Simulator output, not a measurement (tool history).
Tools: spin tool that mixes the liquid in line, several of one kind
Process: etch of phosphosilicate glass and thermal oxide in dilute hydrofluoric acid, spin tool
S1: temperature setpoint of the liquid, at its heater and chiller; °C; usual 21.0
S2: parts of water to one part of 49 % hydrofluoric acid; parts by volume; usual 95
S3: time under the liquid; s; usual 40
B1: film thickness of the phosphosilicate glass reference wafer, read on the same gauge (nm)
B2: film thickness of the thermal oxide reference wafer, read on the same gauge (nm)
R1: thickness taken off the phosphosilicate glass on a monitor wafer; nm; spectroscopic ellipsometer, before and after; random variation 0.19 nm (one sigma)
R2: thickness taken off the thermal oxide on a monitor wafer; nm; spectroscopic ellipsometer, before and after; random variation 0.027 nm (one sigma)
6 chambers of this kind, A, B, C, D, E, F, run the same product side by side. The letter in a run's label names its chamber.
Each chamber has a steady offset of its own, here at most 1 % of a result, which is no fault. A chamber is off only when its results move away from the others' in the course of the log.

run	hour	S1	S2	S3	B1	B2	R1	R2
1B	11.0	21.0	95	40	59.999	89.973	22.439	1.7543
2A	19.9	21.0	95	40	59.985	90.018	22.636	1.7858
3D	30.1	21.0	95	40	59.989	90.023	22.469	1.7989
4C	37.4	21.0	95	40	60.029	89.966	22.699	1.7950
5E	45.7	21.0	95	40	59.998	90.011	22.581	1.8802
6F	54.8	21.0	95	40	59.979	89.969	22.742	1.7318
7C	65.2	21.0	95	40	60.011	90.012	22.680	1.7978
8B	74.8	21.0	95	40	60.023	90.008	22.286	1.7852
# hour 78.3: chamber A: thermometer replaced
9A	85.4	18.5	95	40	59.993	90.021	20.538	1.6517
10D	94.9	18.5	95	40	59.989	90.015	20.297	1.6227
# hour 100.4: chamber B: hydrofluoric acid flow meter replaced
11E	107.6	18.5	95	40	60.024	90.010	20.265	1.6671
# hour 114.9: chamber D: hydrofluoric acid flow meter replaced
12F	119.3	18.5	95	40	59.986	90.021	20.671	1.6006
13A	129.9	18.5	95	40	59.987	89.976	20.440	1.6041
14F	139.1	18.5	95	40	59.959	89.985	21.004	1.6109
15C	146.0	21.0	95	40	60.006	89.977	22.740	1.8304
16E	158.0	21.0	95	40	60.034	90.013	22.558	1.8494
17B	163.8	21.0	95	40	60.010	89.991	22.476	1.8255
18D	169.9	21.0	95	40	59.966	89.996	22.382	1.8077
19B	179.7	23.0	95	50	59.983	90.042	30.632	2.4513
20C	187.3	23.0	95	50	59.993	89.994	30.688	2.4383
21D	196.5	23.0	95	50	59.964	89.985	30.183	2.4130
22A	202.5	23.0	95	50	60.013	90.000	29.997	2.4695
23F	210.6	23.0	95	50	60.004	90.014	30.785	2.4345
# hour 214.9: chamber B: thermometer replaced
24E	219.9	23.0	95	50	59.998	89.949	30.401	2.4152
25A	232.1	21.0	95	40	60.005	89.995	22.643	1.7652
26E	243.3	21.0	95	40	60.015	90.031	22.957	1.8503
27C	249.1	19.0	95	65	60.032	90.002	34.086	2.6892
28D	256.8	19.0	95	65	59.978	89.974	33.919	2.6442
29F	263.7	19.0	95	65	59.987	89.977	33.813	2.6965
30B	271.5	19.0	95	65	60.002	89.990	33.655	2.6781
31C	279.5	19.0	95	65	59.988	89.972	33.441	2.7034
32E	285.5	19.0	95	65	60.010	90.011	34.502	2.6684
33A	295.6	21.0	95	40	59.985	90.027	22.723	1.8191
34B	301.5	21.0	95	40	60.026	90.009	22.115	1.8162
35F	307.9	21.0	95	40	60.008	90.000	22.779	1.7506
36D	314.5	21.0	95	40	59.995	90.003	22.312	1.7638
37D	327.6	21.0	95	40	59.984	90.015	22.407	1.7802
38E	339.4	21.0	95	40	60.006	90.006	22.734	1.8203

Is one chamber off against the others, does the gauge drift, or is nothing wrong? If a chamber is off, say which, and what the likeliest cause is.

No chamber stands off beyond its own small offset, and the gauge holds steady.

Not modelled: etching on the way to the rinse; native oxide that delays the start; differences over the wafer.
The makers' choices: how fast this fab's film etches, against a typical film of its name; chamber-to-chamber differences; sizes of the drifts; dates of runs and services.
